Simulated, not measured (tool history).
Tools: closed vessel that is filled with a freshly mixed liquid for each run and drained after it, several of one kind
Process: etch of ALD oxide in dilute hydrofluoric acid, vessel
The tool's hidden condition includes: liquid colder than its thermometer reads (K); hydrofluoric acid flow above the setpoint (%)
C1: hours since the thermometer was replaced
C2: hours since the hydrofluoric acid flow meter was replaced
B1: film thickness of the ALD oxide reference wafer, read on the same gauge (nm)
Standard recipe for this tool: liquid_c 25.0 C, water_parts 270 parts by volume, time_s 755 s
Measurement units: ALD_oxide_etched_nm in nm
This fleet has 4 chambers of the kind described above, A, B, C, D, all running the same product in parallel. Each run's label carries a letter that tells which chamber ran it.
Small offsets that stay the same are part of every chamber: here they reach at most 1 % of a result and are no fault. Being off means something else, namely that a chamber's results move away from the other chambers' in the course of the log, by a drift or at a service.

run 1D day=0.242 | liquid_c=25.0 water_parts=270 time_s=755 | C1=469.2 C2=702.1 | B1=139.99 | ALD_oxide_etched_nm=26.053
run 2C day=0.612 | liquid_c=25.0 water_parts=270 time_s=755 | C1=1678.7 C2=1266.2 | B1=139.96 | ALD_oxide_etched_nm=25.872
run 3A day=0.817 | liquid_c=25.0 water_parts=270 time_s=755 | C1=584.6 C2=1255.6 | B1=139.98 | ALD_oxide_etched_nm=26.067
run 4B day=1.175 | liquid_c=25.0 water_parts=270 time_s=755 | C1=400.6 C2=1574.7 | B1=140.02 | ALD_oxide_etched_nm=25.699
run 5B day=1.467 | liquid_c=25.0 water_parts=270 time_s=755 | C1=407.6 C2=1581.7 | B1=140.01 | ALD_oxide_etched_nm=25.635
run 6C day=1.867 | liquid_c=25.0 water_parts=385 time_s=590 | C1=1708.8 C2=1296.3 | B1=140.02 | ALD_oxide_etched_nm=12.623
run 7D day=2.158 | liquid_c=25.0 water_parts=385 time_s=590 | C1=515.2 C2=748.1 | B1=140.02 | ALD_oxide_etched_nm=12.849
run 8A day=2.346 | liquid_c=25.0 water_parts=385 time_s=590 | C1=621.3 C2=1292.3 | B1=139.98 | ALD_oxide_etched_nm=12.724
run 9B day=2.675 | liquid_c=25.0 water_parts=385 time_s=590 | C1=436.6 C2=1610.7 | B1=140.00 | ALD_oxide_etched_nm=12.582
run 10A day=2.988 | liquid_c=25.0 water_parts=270 time_s=755 | C1=636.7 C2=1307.7 | B1=139.99 | ALD_oxide_etched_nm=25.973
run 11C day=3.229 | liquid_c=25.0 water_parts=270 time_s=755 | C1=1741.5 C2=1329.0 | B1=139.97 | ALD_oxide_etched_nm=26.036
run 12D day=3.588 | liquid_c=25.0 water_parts=220 time_s=1005 | C1=549.5 C2=782.4 | B1=139.96 | ALD_oxide_etched_nm=44.479
run 13B day=3.946 | liquid_c=25.0 water_parts=220 time_s=1005 | C1=467.1 C2=1641.2 | B1=140.04 | ALD_oxide_etched_nm=44.493
run 14A day=4.200 | liquid_c=25.0 water_parts=220 time_s=1005 | C1=665.8 C2=1336.8 | B1=139.99 | ALD_oxide_etched_nm=45.137
run 15D day=4.412 | liquid_c=25.0 water_parts=220 time_s=1005 | C1=569.3 C2=802.2 | B1=140.02 | ALD_oxide_etched_nm=44.636
run 16C day=4.804 | liquid_c=25.0 water_parts=270 time_s=755 | C1=1779.3 C2=1366.8 | B1=140.00 | ALD_oxide_etched_nm=25.793
run 17C day=5.062 | liquid_c=25.0 water_parts=270 time_s=755 | C1=1785.5 C2=1373.0 | B1=139.99 | ALD_oxide_etched_nm=25.840
run 18D day=5.275 | liquid_c=25.0 water_parts=270 time_s=755 | C1=590.0 C2=822.9 | B1=140.02 | ALD_oxide_etched_nm=26.350
run 19B day=5.533 | liquid_c=22.5 water_parts=340 time_s=755 | C1=505.2 C2=1679.3 | B1=139.99 | ALD_oxide_etched_nm=17.596
run 20A day=5.725 | liquid_c=22.5 water_parts=340 time_s=755 | C1=702.4 C2=1373.4 | B1=139.99 | ALD_oxide_etched_nm=17.781
run 21C day=5.938 | liquid_c=22.5 water_parts=340 time_s=755 | C1=1806.5 C2=1394.0 | B1=140.00 | ALD_oxide_etched_nm=17.537
run 22A day=6.154 | liquid_c=22.5 water_parts=340 time_s=755 | C1=712.7 C2=1383.7 | B1=140.00 | ALD_oxide_etched_nm=17.774
run 23B day=6.521 | liquid_c=25.0 water_parts=270 time_s=755 | C1=528.9 C2=1703.0 | B1=139.99 | ALD_oxide_etched_nm=25.923
run 24D day=6.879 | liquid_c=25.0 water_parts=270 time_s=755 | C1=628.5 C2=861.4 | B1=140.01 | ALD_oxide_etched_nm=26.537
run 25A day=7.133 | liquid_c=25.0 water_parts=270 time_s=755 | C1=736.2 C2=1407.2 | B1=140.03 | ALD_oxide_etched_nm=25.946
run 26C day=7.346 | liquid_c=25.0 water_parts=270 time_s=755 | C1=1840.3 C2=1427.8 | B1=140.01 | ALD_oxide_etched_nm=25.702
run 27D day=7.658 | liquid_c=25.0 water_parts=270 time_s=755 | C1=647.2 C2=880.1 | B1=140.03 | ALD_oxide_etched_nm=26.865
run 28B day=7.912 | liquid_c=26.5 water_parts=270 time_s=755 | C1=562.3 C2=1736.4 | B1=140.01 | ALD_oxide_etched_nm=27.294
-- day=7.946 chamber C: hydrofluoric acid flow meter replaced
run 29C day=8.221 | liquid_c=26.5 water_parts=270 time_s=755 | C1=1861.3 C2=6.6 | B1=140.02 | ALD_oxide_etched_nm=27.238
run 30B day=8.438 | liquid_c=26.5 water_parts=270 time_s=755 | C1=574.9 C2=1749.0 | B1=139.99 | ALD_oxide_etched_nm=27.244
run 31A day=8.625 | liquid_c=26.5 water_parts=270 time_s=755 | C1=772.0 C2=1443.0 | B1=140.01 | ALD_oxide_etched_nm=27.447
run 32D day=8.875 | liquid_c=25.0 water_parts=270 time_s=755 | C1=676.4 C2=909.3 | B1=139.98 | ALD_oxide_etched_nm=27.235
-- day=9.212 chamber C: thermometer replaced
run 33C day=9.212 | liquid_c=25.0 water_parts=270 time_s=755 | C1=0.1 C2=30.4 | B1=139.97 | ALD_oxide_etched_nm=25.814
run 34A day=9.446 | liquid_c=25.0 water_parts=270 time_s=755 | C1=791.7 C2=1462.7 | B1=140.01 | ALD_oxide_etched_nm=26.101
run 35D day=9.646 | liquid_c=25.0 water_parts=270 time_s=755 | C1=694.9 C2=927.8 | B1=139.96 | ALD_oxide_etched_nm=27.249
run 36B day=9.892 | liquid_c=25.0 water_parts=270 time_s=755 | C1=609.8 C2=1783.9 | B1=140.00 | ALD_oxide_etched_nm=26.023
run 37D day=10.262 | liquid_c=25.0 water_parts=270 time_s=755 | C1=709.7 C2=942.6 | B1=139.99 | ALD_oxide_etched_nm=27.598
run 38A day=10.542 | liquid_c=25.0 water_parts=270 time_s=755 | C1=818.0 C2=1489.0 | B1=140.02 | ALD_oxide_etched_nm=26.104

Is one chamber off against the others, does the gauge drift, or is nothing wrong? If a chamber is off, say which, and what the likeliest cause is.

Chamber D drifts away from the others.
Likeliest cause: hydrofluoric acid flow above the setpoint (%) = 5.29.
With only this log, it may be confused with: liquid hotter than its thermometer reads (K).

Which of the 4 candidates below, each the usual settings with something changed and its results left as question marks, puts chamber D back in line with what the other chambers give on the usual settings?
In line here means within this much of the mean the other chambers give on the usual settings: ALD_oxide_etched_nm 0.420 nm
run 39D-1 day=10.833 | liquid_c=24.0 water_parts=270 time_s=755 | ALD_oxide_etched_nm=?
run 39D-2 day=10.833 | liquid_c=25.0 water_parts=270 time_s=780 | ALD_oxide_etched_nm=?
run 39D-3 day=10.833 | liquid_c=25.0 water_parts=270 time_s=805 | ALD_oxide_etched_nm=?
run 39D-4 day=10.833 | liquid_c=25.0 water_parts=270 time_s=705 | ALD_oxide_etched_nm=?

What the other chambers average on the usual settings: ALD_oxide_etched_nm 25.865 nm
run=39D-1 ALD_oxide_etched_nm=26.788
run=39D-2 ALD_oxide_etched_nm=28.684
run=39D-3 ALD_oxide_etched_nm=29.603
run=39D-4 ALD_oxide_etched_nm=25.926
39D-4 puts the chamber back in line with the other chambers.

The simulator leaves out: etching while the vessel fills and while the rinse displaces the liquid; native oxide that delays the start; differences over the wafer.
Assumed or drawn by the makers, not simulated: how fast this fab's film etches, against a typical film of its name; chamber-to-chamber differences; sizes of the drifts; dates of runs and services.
